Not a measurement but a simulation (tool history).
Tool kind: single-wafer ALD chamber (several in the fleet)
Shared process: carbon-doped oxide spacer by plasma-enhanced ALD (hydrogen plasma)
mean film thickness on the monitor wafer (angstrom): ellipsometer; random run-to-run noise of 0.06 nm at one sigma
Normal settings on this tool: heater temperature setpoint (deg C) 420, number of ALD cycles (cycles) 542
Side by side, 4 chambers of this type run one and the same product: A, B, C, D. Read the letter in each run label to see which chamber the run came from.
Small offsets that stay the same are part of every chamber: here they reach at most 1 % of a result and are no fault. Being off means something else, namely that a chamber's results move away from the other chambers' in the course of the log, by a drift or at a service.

run   hour  heater temperature setpoint (deg C)  number of ALD cycles (cycles)  hours since the last thermocouple change  read-back reference wafer on the same gauge, thickness_nm  mean film thickness on the monitor wafer (angstrom)
 1A   13.6                                  420                            542                                     855.6                                                     20.499                                               253.61
      20.7  -- chamber C: thermocouple changed; heater temperature recalibrated
 2D   23.3                                  420                            542                                     690.2                                                     20.496                                               255.55
 3B   35.1                                  420                            542                                     320.5                                                     20.502                                               256.81
 4C   41.8                                  420                            542                                      21.2                                                     20.502                                               252.24
 5C   53.1                                  420                            542                                      32.5                                                     20.491                                               251.65
 6B   59.3                                  420                            542                                     344.7                                                     20.505                                               256.32
 7A   67.4                                  411                            582                                     909.4                                                     20.501                                               279.34
 8D   77.4                                  411                            582                                     744.3                                                     20.515                                               281.81
 9A   90.6                                  411                            582                                     932.6                                                     20.505                                               280.17
10C  100.8                                  411                            582                                      80.2                                                     20.507                                               278.89
11B  113.2                                  420                            542                                     398.6                                                     20.495                                               256.62
12D  120.9                                  420                            542                                     787.8                                                     20.492                                               255.22
13A  129.5                                  420                            542                                     971.5                                                     20.499                                               252.96
14C  143.4                                  420                            542                                     122.8                                                     20.492                                               252.63
15B  149.7                                  420                            542                                     435.1                                                     20.492                                               256.36
16D  162.4                                  420                            542                                     829.3                                                     20.488                                               254.56
17B  174.9                                  420                            542                                     460.3                                                       20.5                                               256.47
18A  185.4                                  420                            542                                    1027.4                                                       20.5                                               253.89
19C    195                                  420                            542                                     174.4                                                     20.495                                               252.63
20D  205.2                                  420                            542                                     872.1                                                     20.508                                               255.09
21D  212.1                                  420                            542                                       879                                                     20.512                                               254.34
22B  218.9                                  420                            542                                     504.3                                                     20.497                                               256.56
23A  225.4                                  420                            542                                    1067.4                                                     20.503                                               253.39
24C  235.5                                  420                            542                                     214.9                                                     20.493                                               251.91
25A  241.9                                  420                            542                                    1083.9                                                     20.508                                               251.54
26C  249.7                                  420                            542                                     229.1                                                       20.5                                                253.5
27B  259.5                                  420                            542                                     544.9                                                     20.503                                               257.12
28D  267.6                                  412                            499                                     934.5                                                     20.503                                               239.86
29A    277                                  412                            499                                      1119                                                     20.499                                               238.65
30D  289.3                                  412                            499                                     956.2                                                     20.505                                               240.47
31B  302.4                                  412                            499                                     587.8                                                     20.502                                               242.55
32C  313.6                                  420                            542                                       293                                                     20.496                                               253.81
33A  322.4                                  420                            542                                    1164.4                                                     20.499                                               253.36
34B    329                                  420                            542                                     614.4                                                     20.491                                               256.64
35D  336.3                                  420                            542                                    1003.2                                                     20.494                                               254.68

The same settings go to every chamber for the next run, one line per chamber below. Forecast the results for each:
36A  346.3                                  429                            542                                                                                                                                                         ?
36B  346.3                                  429                            542                                                                                                                                                         ?
36C  346.3                                  429                            542                                                                                                                                                         ?
36D  346.3                                  429                            542                                                                                                                                                         ?

run  mean film thickness on the monitor wafer (angstrom)
36A                                               246.04
36B                                               247.89
36C                                               246.07
36D                                               246.98

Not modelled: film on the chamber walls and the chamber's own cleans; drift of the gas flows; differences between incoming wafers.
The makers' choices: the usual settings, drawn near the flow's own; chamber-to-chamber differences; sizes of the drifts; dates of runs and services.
